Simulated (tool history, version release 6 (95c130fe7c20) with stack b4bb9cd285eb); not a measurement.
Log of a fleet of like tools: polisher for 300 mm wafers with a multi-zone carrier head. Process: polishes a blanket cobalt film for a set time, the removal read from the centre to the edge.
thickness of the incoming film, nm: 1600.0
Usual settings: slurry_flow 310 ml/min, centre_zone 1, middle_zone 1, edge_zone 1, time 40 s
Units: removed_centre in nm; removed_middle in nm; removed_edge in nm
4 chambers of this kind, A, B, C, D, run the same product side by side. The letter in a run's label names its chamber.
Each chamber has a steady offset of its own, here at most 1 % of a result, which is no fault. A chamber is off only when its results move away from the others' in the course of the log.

run   hour  slurry_flow  centre_zone  middle_zone  edge_zone  time  wafers polished on this pad  hours since the slurry nozzle was cleaned  hours since the centre zone pressure was calibrated  hours since the edge zone pressure was calibrated  removed_centre  removed_middle  removed_edge
         9  -- chamber D: worn pad replaced by a new one
 1B    9.1          310            1            1          1    40                          823                                      162.8                                                  323                                             1020.7          248.35          248.06        245.22
      11.6  -- chamber C: centre zone pressure recalibrated
        16  -- chamber B: edge zone pressure recalibrated
 2D   20.9          310            1            1          1    40                          125                                        470                                               1043.8                                               23.3          246.87          248.68        246.53
 3A   36.1          310            1            1          1    40                          462                                      180.4                                                333.4                                              677.8          247.11          248.37         249.6
      37.5  -- chamber C: worn pad replaced by a new one
 4C   49.6          310            1            1          1    40                          127                                      201.9                                                 38.1                                              241.8          253.31          241.88        250.92
      53.2  -- chamber B: slurry nozzle cleaned
 5C   61.8          310            1            1          1    40                          255                                      214.1                                                 50.3                                                254          251.32          250.25        248.59
      70.2  -- chamber A: centre zone pressure recalibrated
 6B   71.1          310            1            1       1.12    40                         1474                                       17.9                                                  385                                               55.1          253.35          247.28        262.72
        73  -- chamber D: worn pad replaced by a new one
        84  -- chamber B: worn pad replaced by a new one
 7A   84.4          310            1            1       1.12    40                          969                                      228.7                                                 14.2                                              726.1          245.89          249.85         263.1
      88.3  -- chamber D: slurry nozzle cleaned
 8D   97.1          310            1            1       1.12    40                          254                                        8.8                                                 1120                                               99.5          244.65          245.95        255.84
 9B  106.2          310            1            1       1.12    40                          234                                         53                                                420.1                                               90.2          247.59          250.58        264.14
     113.7  -- chamber A: worn pad replaced by a new one
10A  118.9          310            1            1          1    40                           55                                      263.2                                                 48.7                                              760.6          246.59          247.46        248.68
     125.1  -- chamber C: worn pad replaced by a new one
11D  128.5          310            1            1          1    40                          584                                       40.2                                               1151.4                                              130.9           259.3          250.32        246.78
     132.3  -- chamber B: centre zone pressure recalibrated
     136.6  -- chamber D: worn pad replaced by a new one
12C  145.1          310            1            1          1    40                          210                                      297.4                                                133.6                                              337.3          253.05          248.94        250.21
13C  156.2          310            1            1          1    40                          327                                      308.5                                                144.7                                              348.4           243.3          249.72        246.48
14D  172.8          310            1            1          1    40                          380                                       84.5                                               1195.7                                              175.2          266.85          243.04         245.9
15B  186.4          310            1            1          1    40                         1076                                      133.2                                                 54.1                                              170.4          248.11          246.46        250.46
       189  -- chamber A: edge zone pressure recalibrated
16A  199.8          310            1            1          1    40                          905                                      344.1                                                129.6                                               10.9          253.26          252.73        249.78
     201.6  -- chamber A: slurry nozzle cleaned
     204.5  -- chamber D: worn pad replaced by a new one
     207.4  -- chamber B: worn pad replaced by a new one
17D  208.6          310            1            1          1    40                           43                                      120.3                                               1231.5                                                211          265.65          247.08         248.4
18A  225.3          310            1            1          1    40                         1173                                       23.8                                                155.1                                               36.4           253.8          251.52        250.45
     231.2  -- chamber A: worn pad replaced by a new one
     236.7  -- chamber C: worn pad replaced by a new one
19C  241.9          310            1            1          1    40                           55                                      394.2                                                230.4                                              434.1          251.22          249.17        247.63
20B  249.8          310            1            1          1    40                          446                                      196.6                                                117.5                                              233.8          251.86          243.99        244.09
     250.1  -- chamber B: slurry nozzle cleaned
21C  265.7          225            1         0.89          1    40                          305                                        418                                                254.2                                              457.9          232.06          211.75        248.73
       267  -- chamber D: worn pad replaced by a new one
22B    280          225            1         0.89          1    40                          763                                       29.9                                                147.7                                                264           240.5          212.56         237.6
23D  291.4          225            1         0.89          1    40                          256                                      203.1                                               1314.3                                              293.8          262.27          214.63        240.89
24A  299.5          225            1         0.89          1    40                          718                                         98                                                229.3                                              110.6           243.7          220.66        245.61
25C  308.6          310            1            1          1    40                          756                                      460.9                                                297.1                                              500.8          248.91          251.12        254.74
26A  319.5          310            1            1          1    40                          928                                        118                                                249.3                                              130.6             252          252.71        249.31
     332.5  -- chamber D: worn pad replaced by a new one
27B  334.1          310            1            1          1    40                         1332                                         84                                                201.8                                              318.1          252.91          245.08        245.27
28D  348.7          310            1            1          1    40                          171                                      260.4                                               1371.6                                              351.1          282.44          248.64        247.17

All 4 chambers run these settings next. Forecast each chamber's results:
29A  360.7          310            1            1       0.95    40                                                                                                                                                                                               ?               ?             ?
29B  360.7          310            1            1       0.95    40                                                                                                                                                                                               ?               ?             ?
29C  360.7          310            1            1       0.95    40                                                                                                                                                                                               ?               ?             ?
29D  360.7          310            1            1       0.95    40                                                                                                                                                                                               ?               ?             ?

run  removed_centre  removed_middle  removed_edge
29A          250.13           250.9        242.75
29B          250.01          246.43         241.9
29C          250.98          252.22        241.48
29D          276.75          257.15        239.98
